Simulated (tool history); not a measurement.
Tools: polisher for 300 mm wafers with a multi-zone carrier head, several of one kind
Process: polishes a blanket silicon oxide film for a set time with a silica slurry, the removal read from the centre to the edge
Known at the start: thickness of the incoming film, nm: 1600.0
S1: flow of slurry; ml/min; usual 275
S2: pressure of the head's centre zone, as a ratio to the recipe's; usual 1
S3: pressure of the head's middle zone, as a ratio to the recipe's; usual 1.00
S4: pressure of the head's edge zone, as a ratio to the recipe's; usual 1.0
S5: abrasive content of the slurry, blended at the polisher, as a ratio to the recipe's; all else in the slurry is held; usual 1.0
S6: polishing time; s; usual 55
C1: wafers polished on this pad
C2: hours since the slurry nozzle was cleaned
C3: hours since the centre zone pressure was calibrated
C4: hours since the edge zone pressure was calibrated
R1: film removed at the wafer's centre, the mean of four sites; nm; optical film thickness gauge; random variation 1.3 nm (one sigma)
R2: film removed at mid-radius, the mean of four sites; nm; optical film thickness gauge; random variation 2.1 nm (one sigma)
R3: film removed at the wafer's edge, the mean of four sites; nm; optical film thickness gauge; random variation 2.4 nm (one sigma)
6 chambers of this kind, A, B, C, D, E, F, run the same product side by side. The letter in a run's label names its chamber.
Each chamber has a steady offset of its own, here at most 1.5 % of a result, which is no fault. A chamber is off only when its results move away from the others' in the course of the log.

-- day=0.125 chamber E: worn pad replaced by a new one
run 1D day=0.254 | S1=275 S2=1 S3=1.00 S4=1.0 S5=1.0 S6=55 | C1=466 C2=319.9 C3=120.2 C4=996.3 | R1=186.82 R2=186.05 R3=184.59
run 2C day=0.433 | S1=275 S2=1 S3=1.00 S4=1.0 S5=1.0 S6=55 | C1=581 C2=155.1 C3=54.0 C4=179.6 | R1=186.61 R2=185.21 R3=186.46
run 3E day=0.646 | S1=275 S2=1 S3=1.00 S4=1.0 S5=1.0 S6=55 | C1=103 C2=470.6 C3=90.5 C4=35.3 | R1=185.64 R2=187.25 R3=183.10
run 4A day=0.846 | S1=275 S2=1 S3=1.00 S4=1.0 S5=1.0 S6=55 | C1=174 C2=276.6 C3=100.7 C4=295.3 | R1=184.81 R2=182.11 R3=183.01
run 5F day=1.054 | S1=275 S2=1 S3=1.00 S4=1.1 S5=1.0 S6=68 | C1=366 C2=131.5 C3=711.9 C4=340.8 | R1=227.16 R2=233.23 R3=247.62
-- day=1.233 chamber F: edge zone pressure recalibrated
run 6B day=1.325 | S1=275 S2=1 S3=1.00 S4=1.1 S5=1.0 S6=68 | C1=415 C2=199.1 C3=51.0 C4=145.7 | R1=230.95 R2=230.12 R3=238.93
run 7E day=1.529 | S1=275 S2=1 S3=1.00 S4=1.1 S5=1.0 S6=68 | C1=279 C2=491.8 C3=111.7 C4=56.5 | R1=230.63 R2=229.52 R3=234.81
run 8A day=1.758 | S1=275 S2=1 S3=1.00 S4=1.1 S5=1.0 S6=68 | C1=356 C2=298.5 C3=122.6 C4=317.2 | R1=227.41 R2=232.76 R3=241.23
run 9F day=1.892 | S1=275 S2=1 S3=1.00 S4=1.1 S5=1.0 S6=68 | C1=532 C2=151.6 C3=732.0 C4=15.9 | R1=228.92 R2=224.37 R3=239.88
run 10D day=2.175 | S1=275 S2=1 S3=1.00 S4=1.1 S5=1.0 S6=68 | C1=847 C2=366.0 C3=166.3 C4=1042.4 | R1=232.32 R2=224.07 R3=243.69
-- day=2.388 chamber F: worn pad replaced by a new one
run 11C day=2.392 | S1=275 S2=1 S3=1.00 S4=1.0 S5=1.0 S6=55 | C1=970 C2=202.1 C3=101.0 C4=226.6 | R1=185.12 R2=184.69 R3=182.99
-- day=2.433 chamber D: worn pad replaced by a new one
run 12B day=2.671 | S1=275 S2=1 S3=1.00 S4=1.0 S5=1.0 S6=55 | C1=682 C2=231.4 C3=83.3 C4=178.0 | R1=184.38 R2=183.66 R3=184.46
run 13C day=2.838 | S1=275 S2=1 S3=1.00 S4=1.0 S5=1.0 S6=55 | C1=1059 C2=212.8 C3=111.7 C4=237.3 | R1=184.39 R2=183.77 R3=186.42
-- day=2.900 chamber A: slurry nozzle cleaned
run 14F day=3.071 | S1=275 S2=1 S3=1.00 S4=1.0 S5=1.0 S6=55 | C1=136 C2=179.9 C3=760.3 C4=44.2 | R1=183.11 R2=184.11 R3=186.68
-- day=3.200 chamber D: slurry nozzle cleaned
run 15B day=3.308 | S1=275 S2=1 S3=1.00 S4=1.0 S5=1.0 S6=55 | C1=809 C2=246.7 C3=98.6 C4=193.3 | R1=185.97 R2=181.01 R3=184.62
run 16A day=3.504 | S1=275 S2=1 S3=1.00 S4=1.0 S5=1.0 S6=55 | C1=702 C2=14.6 C3=164.5 C4=359.1 | R1=187.42 R2=186.73 R3=185.96
-- day=3.596 chamber C: worn pad replaced by a new one
run 17D day=3.667 | S1=275 S2=1 S3=0.92 S4=1.0 S5=1.0 S6=55 | C1=245 C2=11.2 C3=202.1 C4=1078.2 | R1=185.50 R2=172.46 R3=186.53
run 18E day=3.912 | S1=275 S2=1 S3=0.92 S4=1.0 S5=1.0 S6=55 | C1=752 C2=549.0 C3=168.9 C4=113.7 | R1=185.87 R2=172.19 R3=184.89
run 19C day=4.100 | S1=275 S2=1 S3=0.92 S4=1.0 S5=1.0 S6=55 | C1=100 C2=243.1 C3=142.0 C4=267.6 | R1=185.52 R2=171.99 R3=185.64
-- day=4.133 chamber E: worn pad replaced by a new one
-- day=4.242 chamber F: centre zone pressure recalibrated
run 20D day=4.329 | S1=275 S2=1 S3=0.92 S4=1.0 S5=1.0 S6=55 | C1=376 C2=27.1 C3=218.0 C4=1094.1 | R1=184.21 R2=175.80 R3=187.22
run 21E day=4.488 | S1=275 S2=1 S3=0.92 S4=1.0 S5=1.0 S6=55 | C1=70 C2=562.8 C3=182.7 C4=127.5 | R1=187.76 R2=173.41 R3=185.56
-- day=4.504 chamber A: worn pad replaced by a new one
run 22B day=4.662 | S1=275 S2=1 S3=0.92 S4=1.0 S5=1.0 S6=55 | C1=1078 C2=279.2 C3=131.1 C4=225.8 | R1=186.59 R2=171.04 R3=186.35
run 23F day=4.800 | S1=275 S2=1 S3=1.00 S4=1.0 S5=1.0 S6=55 | C1=479 C2=221.4 C3=13.4 C4=85.7 | R1=204.25 R2=186.67 R3=185.33
run 24A day=4.992 | S1=275 S2=1 S3=1.00 S4=1.0 S5=1.0 S6=55 | C1=97 C2=50.3 C3=200.2 C4=394.8 | R1=185.86 R2=187.71 R3=184.51
run 25B day=5.150 | S1=275 S2=1 S3=1.00 S4=1.0 S5=1.0 S6=55 | C1=1175 C2=290.9 C3=142.8 C4=237.5 | R1=186.14 R2=183.69 R3=185.20
run 26A day=5.346 | S1=275 S2=1 S3=1.00 S4=1.0 S5=1.0 S6=55 | C1=167 C2=58.8 C3=208.7 C4=403.3 | R1=186.00 R2=188.57 R3=184.51
run 27C day=5.483 | S1=275 S2=1 S3=1.00 S4=1.0 S5=1.0 S6=55 | C1=374 C2=276.3 C3=175.2 C4=300.8 | R1=185.32 R2=182.03 R3=186.40
run 28E day=5.704 | S1=275 S2=1 S3=1.00 S4=1.0 S5=1.0 S6=55 | C1=311 C2=592.0 C3=211.9 C4=156.7 | R1=186.66 R2=183.26 R3=182.85
run 29F day=5.871 | S1=205 S2=1 S3=1.00 S4=1.0 S5=1.0 S6=55 | C1=692 C2=247.1 C3=39.1 C4=111.4 | R1=196.39 R2=179.23 R3=180.91
run 30D day=6.079 | S1=205 S2=1 S3=1.00 S4=1.0 S5=1.0 S6=55 | C1=724 C2=69.1 C3=260.0 C4=1136.1 | R1=178.95 R2=182.40 R3=179.73
run 31B day=6.258 | S1=205 S2=1 S3=1.00 S4=1.0 S5=1.0 S6=55 | C1=1395 C2=317.5 C3=169.4 C4=264.1 | R1=178.24 R2=176.15 R3=181.02
-- day=6.433 chamber F: worn pad replaced by a new one
run 32E day=6.488 | S1=205 S2=1 S3=1.00 S4=1.0 S5=1.0 S6=55 | C1=467 C2=610.8 C3=230.7 C4=175.5 | R1=178.86 R2=176.24 R3=175.52
run 33F day=6.725 | S1=205 S2=1 S3=1.00 S4=1.0 S5=1.0 S6=55 | C1=58 C2=267.6 C3=59.6 C4=131.9 | R1=195.71 R2=175.20 R3=175.80
-- day=6.871 chamber D: worn pad replaced by a new one
run 34D day=6.896 | S1=205 S2=1 S3=1.00 S4=1.0 S5=1.0 S6=55 | C1=5 C2=88.7 C3=279.6 C4=1155.7 | R1=179.97 R2=178.71 R3=184.67
run 35C day=7.183 | S1=275 S2=1 S3=1.00 S4=1.0 S5=1.0 S6=55 | C1=712 C2=317.1 C3=216.0 C4=341.6 | R1=186.60 R2=186.47 R3=182.16
-- day=7.438 chamber B: worn pad replaced by a new one
run 36A day=7.450 | S1=275 S2=1 S3=1.00 S4=1.0 S5=1.0 S6=38 | C1=585 C2=109.3 C3=259.2 C4=453.8 | R1=128.39 R2=126.70 R3=128.35
run 37B day=7.658 | S1=275 S2=1 S3=1.00 S4=1.0 S5=1.0 S6=38 | C1=43 C2=351.1 C3=203.0 C4=297.7 | R1=128.60 R2=128.65 R3=128.57
run 38E day=7.804 | S1=275 S2=1 S3=1.00 S4=1.0 S5=1.0 S6=38 | C1=728 C2=642.4 C3=262.3 C4=207.1 | R1=126.83 R2=127.58 R3=126.07
run 39A day=7.962 | S1=275 S2=1 S3=1.00 S4=1.0 S5=1.0 S6=38 | C1=687 C2=121.6 C3=271.5 C4=466.1 | R1=129.89 R2=126.95 R3=130.41
run 40F day=8.242 | S1=275 S2=1 S3=1.00 S4=1.0 S5=1.0 S6=38 | C1=359 C2=304.0 C3=96.0 C4=168.3 | R1=139.59 R2=127.04 R3=132.17
run 41D day=8.388 | S1=275 S2=1 S3=1.00 S4=1.0 S5=1.0 S6=38 | C1=301 C2=124.5 C3=315.4 C4=1191.5 | R1=129.32 R2=128.91 R3=128.54

What goes on in this fleet: one chamber off, a drifting gauge, or nothing beyond the chambers' own small offsets? Name the chamber and the cause, if any.

A service left chamber F off against the others.
Cause: centre zone's pressure above its setpoint, % = 9.19.

Here are 4 candidates for chamber F's next run, each the usual settings with a change, their results left as question marks. Which one brings its results back in line with what the others give on the usual settings?
In line means no further than this from the other chambers' mean on the usual settings: R1 4.70 nm; R2 7.40 nm; R3 8.40 nm
run 42F-1 day=8.592 | S1=280 S2=1.07 S3=0.99 S4=0.97 S5=1.0 S6=56 | R1=? R2=? R3=?
run 42F-2 day=8.592 | S1=275 S2=0.96 S3=1.01 S4=1.01 S5=1.0 S6=55 | R1=? R2=? R3=?
run 42F-3 day=8.592 | S1=275 S2=1.04 S3=0.99 S4=0.99 S5=1.0 S6=55 | R1=? R2=? R3=?
run 42F-4 day=8.592 | S1=270 S2=0.93 S3=1.01 S4=1.03 S5=1.0 S6=54 | R1=? R2=? R3=?

The other chambers' mean on the usual settings: R1 185.77 nm; R2 184.95 nm; R3 185.13 nm
run=42F-1 R1=222.03 R2=187.27 R3=187.06
run=42F-2 R1=193.73 R2=187.09 R3=187.29
run=42F-3 R1=211.09 R2=183.60 R3=185.40
run=42F-4 R1=183.40 R2=183.36 R3=185.51
42F-4 brings the chamber back in line.
